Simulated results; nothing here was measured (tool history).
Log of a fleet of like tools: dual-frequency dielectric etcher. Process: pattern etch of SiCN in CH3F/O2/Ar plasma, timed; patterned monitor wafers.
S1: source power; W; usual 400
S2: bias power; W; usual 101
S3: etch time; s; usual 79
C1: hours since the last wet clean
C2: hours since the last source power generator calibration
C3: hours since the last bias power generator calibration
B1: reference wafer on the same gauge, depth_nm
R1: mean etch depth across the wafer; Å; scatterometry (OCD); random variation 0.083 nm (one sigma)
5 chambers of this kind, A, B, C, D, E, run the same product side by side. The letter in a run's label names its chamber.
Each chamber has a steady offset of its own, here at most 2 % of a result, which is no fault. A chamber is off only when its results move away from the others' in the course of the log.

run	hour	S1	S2	S3	C1	C2	C3	B1	R1
1B	15.1	400	101	79	447	1131.9	3319.1	27.701	337.26
2D	22.5	400	101	79	522.8	727.6	662.6	27.71	333.28
3E	35.4	400	101	79	615.9	1286.3	93	27.712	334.31
# hour 40.6: chamber D: wet clean of the chamber
4A	51.1	400	101	79	414	1347	291.3	27.701	334.78
# hour 61.5: chamber C: source power generator calibrated
5C	66.4	400	88	79	497.1	5	2592.7	27.688	322.28
6B	80.5	400	88	79	512.4	1197.3	3384.5	27.686	319.48
7A	92	400	88	79	454.9	1387.9	332.2	27.702	318.38
# hour 94.4: chamber E: wet clean of the chamber
8C	99.3	400	88	79	530	37.9	2625.6	27.718	323.67
# hour 109.2: chamber B: wet clean of the chamber
9D	109.4	400	88	79	68.8	814.5	749.5	27.686	316.55
# hour 116.4: chamber C: wet clean of the chamber
10E	122	400	101	79	27.6	1372.9	179.6	27.696	335.82
# hour 132: chamber A: wet clean of the chamber
11E	135.8	400	101	79	41.4	1386.7	193.4	27.708	336.26
12C	145.6	400	101	79	29.2	84.2	2671.9	27.712	339.68
13B	155	400	119	79	45.8	1271.8	3459	27.691	357.49
14A	163.8	400	119	79	31.8	1459.7	404	27.698	356.01
15D	174.8	400	119	79	134.2	879.9	814.9	27.719	355.56
16D	188.4	400	119	79	147.8	893.5	828.5	27.719	355.28
17C	199.7	400	119	79	83.3	138.3	2726	27.696	364.2
18A	210.1	400	101	79	78.1	1506	450.3	27.7	335.68
19E	218.8	400	101	79	124.4	1469.7	276.4	27.706	335.46
20B	229.1	400	101	79	119.9	1345.9	3533.1	27.696	335.27
21D	240.2	400	101	79	199.6	945.3	880.3	27.701	333.49
22C	254.6	400	101	79	138.2	193.2	2780.9	27.714	340.14
23A	267.9	400	101	79	135.9	1563.8	508.1	27.708	335.9
24E	276.2	400	101	79	181.8	1527.1	333.8	27.688	335.97
25B	286.5	400	101	79	177.3	1403.3	3590.5	27.688	335.67
26E	300.6	400	101	90	206.2	1551.5	358.2	27.702	384.26
27A	309.6	400	101	90	177.6	1605.5	549.8	27.7	382.6
28C	324.1	400	101	90	207.7	262.7	2850.4	27.688	387.98
29D	338.4	400	101	90	297.8	1043.5	978.5	27.697	381.04
30B	353.5	400	101	90	244.3	1470.3	3657.5	27.711	382.36
31D	365.1	400	101	79	324.5	1070.2	1005.2	27.694	334.38
32B	377.1	400	101	79	267.9	1493.9	3681.1	27.7	334.45
33A	392	400	101	79	260	1687.9	632.2	27.696	335.61

All 5 chambers run these settings next. Forecast each chamber's results:
34A	403.3	400	101	89.5					?
34B	403.3	400	101	89.5					?
34C	403.3	400	101	89.5					?
34D	403.3	400	101	89.5					?
34E	403.3	400	101	89.5					?

run	R1
34A	382.5
34B	380.65
34C	386.43
34D	377.84
34E	381.58

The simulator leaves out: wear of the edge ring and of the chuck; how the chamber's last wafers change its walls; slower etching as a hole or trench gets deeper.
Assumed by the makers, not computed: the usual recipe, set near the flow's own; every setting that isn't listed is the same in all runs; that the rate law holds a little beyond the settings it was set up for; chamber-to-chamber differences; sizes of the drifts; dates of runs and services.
